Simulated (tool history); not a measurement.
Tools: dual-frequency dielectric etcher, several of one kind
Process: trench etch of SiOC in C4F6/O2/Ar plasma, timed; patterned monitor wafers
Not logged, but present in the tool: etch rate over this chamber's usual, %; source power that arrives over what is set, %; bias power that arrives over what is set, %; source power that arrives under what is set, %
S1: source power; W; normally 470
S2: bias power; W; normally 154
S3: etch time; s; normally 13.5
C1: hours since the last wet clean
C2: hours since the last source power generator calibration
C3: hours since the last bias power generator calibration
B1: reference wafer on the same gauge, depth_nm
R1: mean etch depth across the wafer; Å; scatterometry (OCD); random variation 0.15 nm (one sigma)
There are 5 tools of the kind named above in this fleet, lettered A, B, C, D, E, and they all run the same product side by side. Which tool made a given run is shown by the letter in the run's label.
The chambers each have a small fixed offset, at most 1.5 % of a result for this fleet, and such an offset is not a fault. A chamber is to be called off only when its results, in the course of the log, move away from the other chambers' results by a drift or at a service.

{"run": "1E", "hour": 9.0, "S1": 470, "S2": 154, "S3": 13.5, "C1": 186, "C2": 1014.5, "C3": 1296.4, "B1": 25.007, "R1": 287.62}
{"run": "2A", "hour": 20.0, "S1": 470, "S2": 154, "S3": 13.5, "C1": 227.1, "C2": 2646.7, "C3": 2636.7, "B1": 24.999, "R1": 286.71}
{"run": "3D", "hour": 30.3, "S1": 470, "S2": 154, "S3": 13.5, "C1": 565.6, "C2": 2819.6, "C3": 1557.2, "B1": 25.003, "R1": 286.88}
{"run": "4C", "hour": 41.5, "S1": 470, "S2": 154, "S3": 13.5, "C1": 169.5, "C2": 2434.6, "C3": 2316.9, "B1": 24.998, "R1": 282.74}
{"run": "5B", "hour": 50.1, "S1": 470, "S2": 154, "S3": 13.5, "C1": 431.8, "C2": 3303.4, "C3": 1192.4, "B1": 25.034, "R1": 283.43}
{"run": "6A", "hour": 57.9, "S1": 470, "S2": 154, "S3": 13.5, "C1": 265, "C2": 2684.6, "C3": 2674.6, "B1": 24.991, "R1": 285.46}
{"run": "7D", "hour": 69.0, "S1": 470, "S2": 154, "S3": 13.5, "C1": 604.3, "C2": 2858.3, "C3": 1595.9, "B1": 24.975, "R1": 289.57}
{"run": "8C", "hour": 78.4, "S1": 470, "S2": 154, "S3": 13.5, "C1": 206.4, "C2": 2471.5, "C3": 2353.8, "B1": 25.005, "R1": 283.94}
{"hour": 84.5, "done": "chamber D: wet clean of the chamber"}
{"run": "9B", "hour": 86.3, "S1": 520, "S2": 154, "S3": 16.5, "C1": 468, "C2": 3339.6, "C3": 1228.6, "B1": 24.973, "R1": 361.27}
{"run": "10E", "hour": 92.2, "S1": 520, "S2": 154, "S3": 16.5, "C1": 269.2, "C2": 1097.7, "C3": 1379.6, "B1": 24.994, "R1": 366.57}
{"run": "11A", "hour": 101.6, "S1": 520, "S2": 154, "S3": 16.5, "C1": 308.7, "C2": 2728.3, "C3": 2718.3, "B1": 25.042, "R1": 367.03}
{"run": "12E", "hour": 107.7, "S1": 520, "S2": 154, "S3": 16.5, "C1": 284.7, "C2": 1113.2, "C3": 1395.1, "B1": 24.956, "R1": 367.32}
{"run": "13D", "hour": 116.3, "S1": 520, "S2": 154, "S3": 16.5, "C1": 31.9, "C2": 2905.6, "C3": 1643.2, "B1": 24.984, "R1": 364.14}
{"hour": 120.2, "done": "chamber A: wet clean of the chamber"}
{"run": "14C", "hour": 124.6, "S1": 470, "S2": 154, "S3": 13.5, "C1": 252.6, "C2": 2517.7, "C3": 2400, "B1": 25.031, "R1": 287.53}
{"hour": 133.6, "done": "chamber B: wet clean of the chamber"}
{"run": "15B", "hour": 135.6, "S1": 470, "S2": 154, "S3": 13.5, "C1": 2, "C2": 3388.9, "C3": 1277.9, "B1": 24.973, "R1": 284.29}
{"run": "16C", "hour": 142.7, "S1": 470, "S2": 154, "S3": 13.5, "C1": 270.7, "C2": 2535.8, "C3": 2418.1, "B1": 24.979, "R1": 286.93}
{"run": "17D", "hour": 147.7, "S1": 470, "S2": 154, "S3": 13.5, "C1": 63.3, "C2": 2937, "C3": 1674.6, "B1": 25.008, "R1": 289.43}
{"run": "18E", "hour": 155.5, "S1": 470, "S2": 170, "S3": 11, "C1": 332.5, "C2": 1161, "C3": 1442.9, "B1": 25.015, "R1": 242.48}
{"run": "19B", "hour": 165.3, "S1": 470, "S2": 170, "S3": 11, "C1": 31.7, "C2": 3418.6, "C3": 1307.6, "B1": 24.954, "R1": 238.17}
{"run": "20A", "hour": 173.2, "S1": 470, "S2": 170, "S3": 11, "C1": 53, "C2": 2799.9, "C3": 2789.9, "B1": 25.008, "R1": 240.95}
{"run": "21E", "hour": 181.6, "S1": 470, "S2": 170, "S3": 11, "C1": 358.6, "C2": 1187.1, "C3": 1469, "B1": 24.994, "R1": 241.9}
{"run": "22B", "hour": 192.3, "S1": 470, "S2": 170, "S3": 11, "C1": 58.7, "C2": 3445.6, "C3": 1334.6, "B1": 24.974, "R1": 238.34}
{"run": "23D", "hour": 197.4, "S1": 470, "S2": 154, "S3": 13.5, "C1": 113, "C2": 2986.7, "C3": 1724.3, "B1": 25.038, "R1": 288.65}
{"hour": 204.1, "done": "chamber C: bias power generator calibrated"}
{"run": "24C", "hour": 209.0, "S1": 470, "S2": 154, "S3": 13.5, "C1": 337, "C2": 2602.1, "C3": 5, "B1": 25.004, "R1": 290.5}
{"run": "25A", "hour": 218.2, "S1": 470, "S2": 154, "S3": 11, "C1": 98, "C2": 2844.9, "C3": 2834.9, "B1": 24.967, "R1": 236.62}
{"run": "26E", "hour": 226.8, "S1": 470, "S2": 154, "S3": 11, "C1": 403.8, "C2": 1232.3, "C3": 1514.2, "B1": 24.995, "R1": 232.96}
{"run": "27B", "hour": 233.1, "S1": 470, "S2": 154, "S3": 11, "C1": 99.5, "C2": 3486.4, "C3": 1375.4, "B1": 24.965, "R1": 229.04}
{"run": "28A", "hour": 240.3, "S1": 470, "S2": 154, "S3": 11, "C1": 120.1, "C2": 2867, "C3": 2857, "B1": 24.985, "R1": 234.14}
{"run": "29D", "hour": 251.7, "S1": 470, "S2": 154, "S3": 11, "C1": 167.3, "C2": 3041, "C3": 1778.6, "B1": 25.014, "R1": 234.45}
{"run": "30C", "hour": 260.4, "S1": 470, "S2": 126, "S3": 12, "C1": 388.4, "C2": 2653.5, "C3": 56.4, "B1": 24.969, "R1": 249.52}
{"run": "31E", "hour": 268.8, "S1": 470, "S2": 126, "S3": 12, "C1": 445.8, "C2": 1274.3, "C3": 1556.2, "B1": 24.977, "R1": 241.61}
{"run": "32B", "hour": 274.7, "S1": 470, "S2": 126, "S3": 12, "C1": 141.1, "C2": 3528, "C3": 1417, "B1": 24.986, "R1": 238.72}

Which is it: a chamber that has drifted or been left off by a service, a gauge drift common to all chambers, or only each chamber's usual small offset? If a chamber is off, name it and its likeliest cause.

Chamber C drifts away from the others.
What lies behind it: etch rate over this chamber's usual, % = 5.46.

Which of the 4 candidates below, each the usual settings with something changed and its results left as question marks, puts chamber C back in line with what the other chambers give on the usual settings?
To be in line, a result may differ from the other chambers' mean on the usual settings by at most: R1 5.4 Å
{"run": "33C-1", "hour": 282.9, "S1": 470, "S2": 154, "S3": 13, "R1": "?"}
{"run": "33C-2", "hour": 282.9, "S1": 470, "S2": 149, "S3": 13.5, "R1": "?"}
{"run": "33C-3", "hour": 282.9, "S1": 480, "S2": 155, "S3": 14, "R1": "?"}
{"run": "33C-4", "hour": 282.9, "S1": 480, "S2": 154, "S3": 13.5, "R1": "?"}

Average result of the remaining chambers running the usual settings: R1 286.75 Å
run=33C-1 R1=288.34
run=33C-2 R1=296.49
run=33C-3 R1=313.74
run=33C-4 R1=301.95
The answer is 33C-1, which returns the chamber to within the allowed miss of the others.

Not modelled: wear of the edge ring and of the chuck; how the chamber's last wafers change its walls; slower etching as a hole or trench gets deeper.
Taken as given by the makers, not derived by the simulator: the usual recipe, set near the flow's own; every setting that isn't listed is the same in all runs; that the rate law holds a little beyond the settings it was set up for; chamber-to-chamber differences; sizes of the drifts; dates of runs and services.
